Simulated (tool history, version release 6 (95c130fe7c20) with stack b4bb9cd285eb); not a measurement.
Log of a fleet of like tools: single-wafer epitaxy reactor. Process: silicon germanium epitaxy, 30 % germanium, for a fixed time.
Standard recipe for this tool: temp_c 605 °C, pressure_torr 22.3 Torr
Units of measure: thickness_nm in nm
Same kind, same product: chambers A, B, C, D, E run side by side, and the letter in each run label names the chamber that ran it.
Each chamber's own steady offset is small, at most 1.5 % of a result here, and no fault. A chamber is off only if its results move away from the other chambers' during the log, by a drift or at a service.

run	day	temp_c	pressure_torr	hours since the last pyrometer calibration	hours since the last manometer calibration	read-back reference wafer on the same gauge, thickness_nm	thickness_nm
1D	0.358	605	22.3	29.7	252.9	71.029	67.195
2C	0.742	605	22.3	1214.8	479.5	70.995	67.495
3E	1.017	605	22.3	45.7	872.6	71.006	67.004
4B	1.379	605	22.3	532.5	2517.6	70.984	67.104
5A	1.629	605	22.3	304.4	1513.3	70.968	67.779
6D	1.854	605	22.3	65.6	288.8	71.014	67.282
7C	2.192	605	25.3	1249.6	514.3	70.937	71.010
8B	2.496	605	25.3	559.3	2544.4	70.966	70.897
9A	2.846	605	25.3	333.6	1542.5	70.979	70.938
10E	3.112	605	25.3	96.0	922.9	70.965	70.370
11B	3.538	605	25.3	584.3	2569.4	70.959	71.066
12D	3.925	605	22.3	115.3	338.5	71.079	67.074
13C	4.383	605	22.3	1302.2	566.9	71.053	68.236
# day 4.392: chamber B: capacitance manometer re-zeroed and calibrated
14E	4.862	605	22.3	138.0	964.9	70.973	66.770
15A	5.292	605	22.3	392.3	1601.2	70.951	67.647
16D	5.758	605	22.3	159.3	382.5	71.011	66.809
17E	6.038	605	22.3	166.2	993.1	71.007	67.632
18B	6.375	605	22.3	652.4	47.6	70.967	66.929
19C	6.750	605	26.4	1359.0	623.7	71.028	73.509
20A	7.104	605	26.4	435.8	1644.7	71.004	72.617
21C	7.396	605	26.4	1374.5	639.2	70.936	74.343
22B	7.812	605	26.4	686.9	82.1	70.990	71.612
23A	8.217	605	26.4	462.5	1671.4	70.935	72.837
24E	8.546	605	22.3	226.4	1053.3	71.014	67.320
25D	8.883	615	18.5	234.3	457.5	71.036	74.345
26D	9.188	615	18.5	241.6	464.8	70.982	73.823
27C	9.538	615	18.5	1425.9	690.6	70.945	77.489
28A	9.958	615	18.5	504.3	1713.2	71.014	74.805
29E	10.417	615	18.5	271.3	1098.2	71.030	74.232
30B	10.800	605	22.3	758.6	153.8	71.017	67.000
31D	11.162	593	25.9	289.0	512.2	70.934	56.966
32A	11.517	593	25.9	541.7	1750.6	70.971	57.340
33C	11.925	593	25.9	1483.2	747.9	70.901	59.886
34B	12.296	593	25.9	794.5	189.7	70.982	57.468
35E	12.625	593	25.9	324.3	1151.2	70.950	57.135
36E	12.975	605	22.3	332.7	1159.6	70.993	67.135
37B	13.338	605	22.3	819.5	214.7	71.059	66.953
38C	13.675	605	22.3	1525.2	789.9	70.981	70.784
39A	14.033	605	22.3	602.1	1811.0	71.006	67.691

Has any chamber moved away from the others, gradually or after a service, or does the common gauge drift, or do the chambers differ only by their own small steady offsets? State the chamber and the most likely cause if one applies.

Little by little, chamber C moves away from the other chambers.
Most likely cause: wafer temperature above the value expected at the setpoint (K) = 2.66.

Here are 4 candidates for chamber C's next run, each the usual settings with a change, their results left as question marks. Which one brings its results back in line with what the others give on the usual settings?
To be in line, a result may differ from the other chambers' mean on the usual settings by at most: thickness_nm 0.790 nm
40C-1	14.375	605	23.7				?
40C-2	14.375	604	22.1				?
40C-3	14.375	602	22.3				?
40C-4	14.375	608	22.7				?

The mean the other chambers reach with the usual settings: thickness_nm 67.207 nm
run	thickness_nm
40C-1	72.889
40C-2	69.563
40C-3	67.335
40C-4	75.582
40C-3 is the one that brings the chamber's results back in line with the other chambers.
